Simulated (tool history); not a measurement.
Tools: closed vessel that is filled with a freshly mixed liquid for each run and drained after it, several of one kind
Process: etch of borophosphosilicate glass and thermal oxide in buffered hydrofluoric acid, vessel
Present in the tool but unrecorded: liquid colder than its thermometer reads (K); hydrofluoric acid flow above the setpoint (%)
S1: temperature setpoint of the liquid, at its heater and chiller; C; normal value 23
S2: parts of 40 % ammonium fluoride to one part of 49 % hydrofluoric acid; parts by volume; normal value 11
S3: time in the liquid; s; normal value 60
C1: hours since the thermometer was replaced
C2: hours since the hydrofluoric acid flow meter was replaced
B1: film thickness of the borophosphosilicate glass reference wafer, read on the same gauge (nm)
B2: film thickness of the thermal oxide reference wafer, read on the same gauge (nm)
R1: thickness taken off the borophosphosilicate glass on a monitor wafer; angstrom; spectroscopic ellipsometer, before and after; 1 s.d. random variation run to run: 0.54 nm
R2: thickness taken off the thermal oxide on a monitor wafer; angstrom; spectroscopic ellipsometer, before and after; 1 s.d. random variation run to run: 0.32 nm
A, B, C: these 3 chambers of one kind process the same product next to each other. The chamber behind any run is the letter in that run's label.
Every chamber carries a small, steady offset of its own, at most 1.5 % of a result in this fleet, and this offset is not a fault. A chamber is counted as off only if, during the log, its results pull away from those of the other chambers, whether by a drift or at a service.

run   hour    S1  S2  S3      C1      C2      B1      B2      R1      R2
 1A   14.9    23  11  60  1350.8  1011.4  149.98  39.992  900.76  624.31
 2B   29.4    23  11  60   305.6  1032.2  149.96  39.994  917.48     638
 3C   41.8    23  11  60   850.2   415.3  150.01  40.008  897.27  625.02
 4A     53    23  11  60  1388.9  1049.5     150  40.026  909.76   629.3
 5C   64.9    23  11  60   873.3   438.4  149.99  40.018  903.53     627
 6B   71.4    23  11  60   347.6  1074.2  150.02  39.992  924.82  632.26
 7C   81.4    23  11  60   889.8   454.9  150.03  39.995  907.63  630.61
 8A   94.2    23  11  60  1430.1  1090.7  149.99  39.987  905.31   624.3
 9B  102.7    23  11  60   378.9  1105.5     150  40.004  926.06  633.81
10A    110    23  11  60  1445.9  1106.5  150.01  40.021  907.39  630.73
11C  120.2    23  11  60   928.6   493.7     150  40.001  904.85  633.61
12B  127.1    23  11  60   403.3  1129.9     150  39.979  927.33  632.31
13A  135.7    23  11  60  1471.6  1132.2  149.98  39.994  913.33   623.7
14B  148.2    23  11  60   424.4    1151     150  39.999  931.78  630.21
15C  157.2    23  11  60   965.6   530.7  149.99  40.009  896.59  632.38
     157.7  -- chamber C: hydrofluoric acid flow meter replaced
16A  168.6    23  11  60  1504.5  1165.1  149.99  40.002  904.81  626.49
17C  176.3    23  11  60   984.7    18.7  149.98  39.994  899.45  635.52
18B  187.9    23  11  60   464.1  1190.7  150.01  40.008  929.49  629.77
19C  202.6    23  11  60    1011      45  150.02  40.009   904.7  628.79
20A  216.8    23  11  60  1552.7  1213.3     150  40.005  913.93   627.2
21B    230    23  11  60   506.2  1232.8  150.01  40.002  924.79  641.06
22C  240.1    23  11  60  1048.5    82.5     150  40.002  909.06  626.81
23B  252.3    23  11  60   528.5  1255.1  150.02  39.989  921.19  635.75
24A  265.1  18.5  11  60    1601  1261.6     150  40.028  704.26  488.33
25B    272  18.5  11  60   548.2  1274.8  150.02  39.979  715.45  494.54
26C  280.9  18.5  11  60  1089.3   123.3  149.99  39.991  706.11  491.51
27A  295.4    23  11  60  1631.3  1291.9     150  40.009  901.84   627.9
     304.3  -- chamber A: hydrofluoric acid flow meter replaced
28A  305.5    23  11  60  1641.4     1.3  149.99  40.013  903.66  625.92
29C  317.6    23  11  60    1126     160  149.97  40.016  901.21   630.9
30B  331.1    23  11  60   607.3  1333.9     150   40.01  924.37  630.08
31C  343.2    23  11  60  1151.6   185.6  150.01  39.998  902.57  621.46
32B  356.4    23  11  60   632.6  1359.2  150.01  39.987  910.41  636.98
33A    368    23  11  60  1703.9    63.8  150.02  40.005   909.3  625.55
34A  381.2    23  11  60  1717.1      77  150.02  40.001  904.49  630.84

Next, every chamber runs the same settings. What will each give?
35A   392  23  11  60                   ?   ?
35B   392  23  11  60                   ?   ?
35C   392  23  11  60                   ?   ?

run      R1      R2
35A  910.89  625.82
35B  926.17  631.74
35C  907.47     634
